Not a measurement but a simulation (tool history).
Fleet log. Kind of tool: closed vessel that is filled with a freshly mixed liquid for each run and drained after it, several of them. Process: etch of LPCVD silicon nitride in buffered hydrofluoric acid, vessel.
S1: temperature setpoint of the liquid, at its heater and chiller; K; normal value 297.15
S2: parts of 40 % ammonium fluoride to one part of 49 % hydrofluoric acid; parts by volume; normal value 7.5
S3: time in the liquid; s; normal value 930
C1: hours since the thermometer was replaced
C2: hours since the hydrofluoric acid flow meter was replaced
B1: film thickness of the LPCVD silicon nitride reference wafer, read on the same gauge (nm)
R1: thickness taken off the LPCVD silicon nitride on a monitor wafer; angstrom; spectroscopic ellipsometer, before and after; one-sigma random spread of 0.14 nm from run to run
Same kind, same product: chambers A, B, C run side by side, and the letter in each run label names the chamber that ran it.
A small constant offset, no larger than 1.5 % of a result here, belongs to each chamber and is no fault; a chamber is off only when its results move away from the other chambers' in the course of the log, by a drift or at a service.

Run 1C, day 0.562: usual settings; C1 137.9; C2 408.3; B1 69.991. Result: R1 165.660 angstrom.
Run 2B, day 1.079: usual settings; C1 192.9; C2 1869.2; B1 69.979. Result: R1 165.660 angstrom.
Run 3A, day 1.367: usual settings; C1 871.8; C2 475.6; B1 69.979. Result: R1 164.100 angstrom.
Run 4B, day 1.671: usual settings; C1 207.1; C2 1883.4; B1 69.998. Result: R1 166.450 angstrom.
Run 5A, day 2.054: usual settings but S3 1325 s; C1 888.3; C2 492.1; B1 69.999. Result: R1 236.020 angstrom.
Run 6C, day 2.346: usual settings but S3 1325 s; C1 180.7; C2 451.1; B1 70.012. Result: R1 239.360 angstrom.
Run 7B, day 2.854: usual settings but S3 1325 s; C1 235.5; C2 1911.8; B1 69.991. Result: R1 237.060 angstrom.
Run 8C, day 3.392: usual settings; C1 205.8; C2 476.2; B1 70.008. Result: R1 168.400 angstrom.
Run 9A, day 3.829: usual settings; C1 930.9; C2 534.7; B1 70.002. Result: R1 165.880 angstrom.
Run 10A, day 4.225: usual settings; C1 940.4; C2 544.2; B1 69.997. Result: R1 166.230 angstrom.
Run 11C, day 4.592: usual settings; C1 234.6; C2 505.0; B1 69.996. Result: R1 166.860 angstrom.
Run 12B, day 5.008: usual settings; C1 287.2; C2 1963.5; B1 69.994. Result: R1 165.000 angstrom.
Run 13A, day 5.600: usual settings; C1 973.4; C2 577.2; B1 69.992. Result: R1 162.130 angstrom.
Run 14B, day 6.029: usual settings; C1 311.7; C2 1988.0; B1 70.002. Result: R1 166.630 angstrom.
Run 15C, day 6.383: usual settings; C1 277.6; C2 548.0; B1 69.994. Result: R1 166.470 angstrom.
Run 16C, day 6.921: usual settings; C1 290.5; C2 560.9; B1 69.989. Result: R1 169.220 angstrom.
Run 17B, day 7.258: usual settings; C1 341.2; C2 2017.5; B1 69.997. Result: R1 166.650 angstrom.
Run 18A, day 7.575: usual settings but S3 490 s; C1 1020.8; C2 624.6; B1 70.017. Result: R1 87.495 angstrom.
Run 19B, day 8.004: usual settings but S3 490 s; C1 359.1; C2 2035.4; B1 70.017. Result: R1 87.777 angstrom.
Run 20A, day 8.596: usual settings but S3 490 s; C1 1045.3; C2 649.1; B1 69.989. Result: R1 85.974 angstrom.
Run 21C, day 9.000: usual settings; C1 340.4; C2 610.8; B1 69.999. Result: R1 166.220 angstrom.
Run 22A, day 9.408: usual settings; C1 1064.8; C2 668.6; B1 70.004. Result: R1 165.020 angstrom.
Run 23B, day 9.858: usual settings; C1 403.6; C2 2079.9; B1 69.991. Result: R1 163.680 angstrom.
Run 24C, day 10.242: usual settings; C1 370.2; C2 640.6; B1 70.010. Result: R1 167.870 angstrom.
Run 25C, day 10.629: usual settings; C1 379.5; C2 649.9; B1 69.983. Result: R1 166.500 angstrom.
At day 11.054: chamber B: hydrofluoric acid flow meter replaced.
Run 26A, day 11.146: usual settings; C1 1106.5; C2 710.3; B1 70.009. Result: R1 163.580 angstrom.
Run 27B, day 11.483: usual settings but S1 301.65 K, S3 470 s; C1 442.6; C2 10.3; B1 70.015. Result: R1 107.200 angstrom.
Run 28C, day 11.971: usual settings but S1 301.65 K, S3 470 s; C1 411.7; C2 682.1; B1 69.996. Result: R1 107.240 angstrom.

Does one chamber stand apart from the rest, does the shared gauge drift, or is all well apart from small per-chamber offsets? Give the chamber and the most likely cause, where there is one.

All chambers stay in line apart from their small fixed offsets, and the gauge does not drift.
